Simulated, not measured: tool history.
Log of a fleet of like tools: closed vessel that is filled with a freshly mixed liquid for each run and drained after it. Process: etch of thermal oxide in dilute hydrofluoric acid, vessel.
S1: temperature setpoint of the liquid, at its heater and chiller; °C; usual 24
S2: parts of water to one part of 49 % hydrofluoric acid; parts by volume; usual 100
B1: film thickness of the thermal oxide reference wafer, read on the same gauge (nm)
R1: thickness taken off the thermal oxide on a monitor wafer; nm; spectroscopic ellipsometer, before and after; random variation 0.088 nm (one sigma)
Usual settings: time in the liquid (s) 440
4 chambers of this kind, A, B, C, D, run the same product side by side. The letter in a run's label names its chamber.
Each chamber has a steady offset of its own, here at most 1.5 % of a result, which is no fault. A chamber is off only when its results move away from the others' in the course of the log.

run 1B hour=11.9 | S1=24 S2=100 time_in_the_liquid_(s)=440 | B1=80 | R1=21.433
run 2A hour=19.6 | S1=24 S2=100 time_in_the_liquid_(s)=440 | B1=79.996 | R1=21.075
run 3D hour=30.5 | S1=24 S2=100 time_in_the_liquid_(s)=440 | B1=79.99 | R1=21.18
run 4C hour=36.4 | S1=24 S2=100 time_in_the_liquid_(s)=440 | B1=80.009 | R1=21.259
run 5B hour=44.4 | S1=24 S2=100 time_in_the_liquid_(s)=440 | B1=79.99 | R1=21.402
run 6A hour=52 | S1=26.5 S2=115 time_in_the_liquid_(s)=440 | B1=79.993 | R1=19.708
run 7C hour=58.1 | S1=26.5 S2=115 time_in_the_liquid_(s)=440 | B1=80.004 | R1=19.796
run 8D hour=64.6 | S1=26.5 S2=115 time_in_the_liquid_(s)=440 | B1=80.026 | R1=19.95
run 9B hour=72.1 | S1=26.5 S2=115 time_in_the_liquid_(s)=440 | B1=80.006 | R1=20.007
run 10A hour=82.2 | S1=24 S2=100 time_in_the_liquid_(s)=440 | B1=80.016 | R1=20.879
run 11D hour=90.2 | S1=24 S2=100 time_in_the_liquid_(s)=440 | B1=80.019 | R1=21.112
run 12C hour=101.2 | S1=24 S2=100 time_in_the_liquid_(s)=440 | B1=80.003 | R1=21.142
run 13C hour=110.2 | S1=24 S2=100 time_in_the_liquid_(s)=610 | B1=80 | R1=29.145
run 14B hour=115.8 | S1=24 S2=100 time_in_the_liquid_(s)=610 | B1=80.001 | R1=29.784
run 15A hour=121.2 | S1=24 S2=100 time_in_the_liquid_(s)=610 | B1=79.994 | R1=28.673
run 16D hour=129.7 | S1=24 S2=100 time_in_the_liquid_(s)=610 | B1=80.004 | R1=29.422
run 17D hour=139.4 | S1=24 S2=100 time_in_the_liquid_(s)=440 | B1=79.998 | R1=20.991
run 18B hour=146 | S1=24 S2=100 time_in_the_liquid_(s)=440 | B1=79.993 | R1=21.401
-- hour=150.7 chamber B: thermometer replaced
run 19C hour=156.1 | S1=24 S2=100 time_in_the_liquid_(s)=440 | B1=79.997 | R1=21.081
run 20A hour=164.6 | S1=26.5 S2=100 time_in_the_liquid_(s)=335 | B1=79.996 | R1=17.119
run 21D hour=169.9 | S1=26.5 S2=100 time_in_the_liquid_(s)=335 | B1=79.988 | R1=17.834
run 22C hour=179 | S1=26.5 S2=100 time_in_the_liquid_(s)=335 | B1=79.99 | R1=17.699
run 23A hour=186.5 | S1=26.5 S2=100 time_in_the_liquid_(s)=335 | B1=80.002 | R1=17.067
run 24B hour=196.6 | S1=24 S2=100 time_in_the_liquid_(s)=440 | B1=80.006 | R1=21.263
run 25A hour=203 | S1=24 S2=100 time_in_the_liquid_(s)=440 | B1=80.01 | R1=20.271
run 26B hour=213.6 | S1=24 S2=100 time_in_the_liquid_(s)=440 | B1=80.016 | R1=21.263
run 27C hour=219.3 | S1=24 S2=100 time_in_the_liquid_(s)=440 | B1=80.01 | R1=21.075
run 28D hour=227.6 | S1=24 S2=100 time_in_the_liquid_(s)=440 | B1=80.006 | R1=21.093

What goes on in this fleet: one chamber off, a drifting gauge, or nothing beyond the chambers' own small offsets? Name the chamber and the cause, if any.

Chamber A drifts away from the others.
Cause: liquid colder than its thermometer reads (K) = 1.47.
The log may not tell that from: hydrofluoric acid flow below the setpoint (%).

Here are 4 candidates for chamber A's next run, each the usual settings with a change, their results left as question marks. Which one brings its results back in line with what the others give on the usual settings?
In line means no further than this from the other chambers' mean on the usual settings: R1 0.31 nm
run 29A-1 hour=236.3 | S1=24 S2=95 time_in_the_liquid_(s)=465 | R1=?
run 29A-2 hour=236.3 | S1=24 S2=100 time_in_the_liquid_(s)=415 | R1=?
run 29A-3 hour=236.3 | S1=24 S2=95 time_in_the_liquid_(s)=440 | R1=?
run 29A-4 hour=236.3 | S1=24 S2=100 time_in_the_liquid_(s)=395 | R1=?

The other chambers' mean on the usual settings: R1 21.205 nm
run=29A-1 R1=22.431
run=29A-2 R1=18.893
run=29A-3 R1=21.225
run=29A-4 R1=17.982
29A-3 brings the chamber back in line.
